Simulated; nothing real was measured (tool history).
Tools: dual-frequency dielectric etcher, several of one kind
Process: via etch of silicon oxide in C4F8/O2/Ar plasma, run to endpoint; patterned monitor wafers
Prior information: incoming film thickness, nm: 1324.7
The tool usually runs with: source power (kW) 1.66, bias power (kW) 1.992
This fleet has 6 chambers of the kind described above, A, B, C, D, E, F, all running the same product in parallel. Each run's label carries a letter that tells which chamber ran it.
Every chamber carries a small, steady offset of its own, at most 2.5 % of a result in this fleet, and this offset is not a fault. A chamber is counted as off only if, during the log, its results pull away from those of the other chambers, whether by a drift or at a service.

Run 1F, hour 3.1: usual settings. Result: endpoint time (s) 284.62.
Run 2A, hour 8.1: usual settings. Result: endpoint time (s) 285.06.
Run 3D, hour 11.5: usual settings. Result: endpoint time (s) 284.1.
Run 4E, hour 15.7: usual settings. Result: endpoint time (s) 286.71.
Run 5B, hour 18.4: usual settings. Result: endpoint time (s) 280.58.
Run 6C, hour 22.3: usual settings. Result: endpoint time (s) 276.68.
Run 7D, hour 26.3: usual settings. Result: endpoint time (s) 281.52.
Run 8F, hour 31.2: usual settings. Result: endpoint time (s) 280.68.
Run 9A, hour 34.5: usual settings. Result: endpoint time (s) 279.25.
Run 10C, hour 36.8: usual settings but source power (kW) 1.47. Result: endpoint time (s) 287.98.
Run 11E, hour 39.3: usual settings but source power (kW) 1.47. Result: endpoint time (s) 297.17.
Run 12B, hour 42.7: usual settings but source power (kW) 1.47. Result: endpoint time (s) 295.27.
Run 13D, hour 47.3: usual settings but source power (kW) 1.47. Result: endpoint time (s) 293.55.
Run 14E, hour 50.7: usual settings but source power (kW) 1.47. Result: endpoint time (s) 295.77.
Run 15A, hour 55.7: usual settings but source power (kW) 1.47. Result: endpoint time (s) 294.73.
Run 16F, hour 59.3: usual settings. Result: endpoint time (s) 285.87.
Run 17B, hour 61.8: usual settings but source power (kW) 1.49. Result: endpoint time (s) 293.25.
Run 18C, hour 64.1: usual settings but source power (kW) 1.49. Result: endpoint time (s) 287.03.
Run 19C, hour 68: usual settings but source power (kW) 1.49. Result: endpoint time (s) 289.47.
Run 20B, hour 72.5: usual settings but source power (kW) 1.49. Result: endpoint time (s) 295.38.
Run 21A, hour 75.7: usual settings but source power (kW) 1.49. Result: endpoint time (s) 291.91.
At hour 77.1: chamber C: wet clean of the chamber.
Run 22D, hour 78.6: usual settings but source power (kW) 1.49. Result: endpoint time (s) 293.25.
Run 23F, hour 82.6: usual settings. Result: endpoint time (s) 288.64.
Run 24E, hour 87.4: usual settings. Result: endpoint time (s) 281.54.
Run 25F, hour 90: usual settings. Result: endpoint time (s) 290.47.
Run 26A, hour 92.2: usual settings. Result: endpoint time (s) 282.27.
Run 27B, hour 95.7: usual settings. Result: endpoint time (s) 282.88.
At hour 97.8: chamber B: wet clean of the chamber.
Run 28E, hour 99.4: usual settings but source power (kW) 1.83, bias power (kW) 2.472. Result: endpoint time (s) 254.17.
Run 29C, hour 104.4: usual settings but source power (kW) 1.83, bias power (kW) 2.472. Result: endpoint time (s) 248.7.
Run 30D, hour 109.4: usual settings but source power (kW) 1.83, bias power (kW) 2.472. Result: endpoint time (s) 253.86.
Run 31B, hour 111.7: usual settings but source power (kW) 1.83, bias power (kW) 2.472. Result: endpoint time (s) 255.44.
Run 32D, hour 114.4: usual settings but source power (kW) 1.83, bias power (kW) 2.472. Result: endpoint time (s) 254.86.
Run 33E, hour 119.2: usual settings but source power (kW) 1.83, bias power (kW) 2.472. Result: endpoint time (s) 257.28.
Run 34C, hour 124: usual settings. Result: endpoint time (s) 273.62.
Run 35A, hour 128.7: usual settings. Result: endpoint time (s) 284.04.
Run 36F, hour 131.7: usual settings. Result: endpoint time (s) 293.
Run 37E, hour 135: usual settings. Result: endpoint time (s) 283.67.
Run 38A, hour 137.8: usual settings. Result: endpoint time (s) 278.75.

All chambers now run identical settings, listed one chamber a line with results as question marks. What results will each chamber show?
Run 39A, hour 141.4: usual settings but bias power (kW) 2.313. Result: endpoint time (s) ?.
Run 39B, hour 141.4: usual settings but bias power (kW) 2.313. Result: endpoint time (s) ?.
Run 39C, hour 141.4: usual settings but bias power (kW) 2.313. Result: endpoint time (s) ?.
Run 39D, hour 141.4: usual settings but bias power (kW) 2.313. Result: endpoint time (s) ?.
Run 39E, hour 141.4: usual settings but bias power (kW) 2.313. Result: endpoint time (s) ?.
Run 39F, hour 141.4: usual settings but bias power (kW) 2.313. Result: endpoint time (s) ?.

run  endpoint time (s)
39A             271.31
39B             267.33
39C             266.62
39D             272.42
39E             271.35
39F             281.91
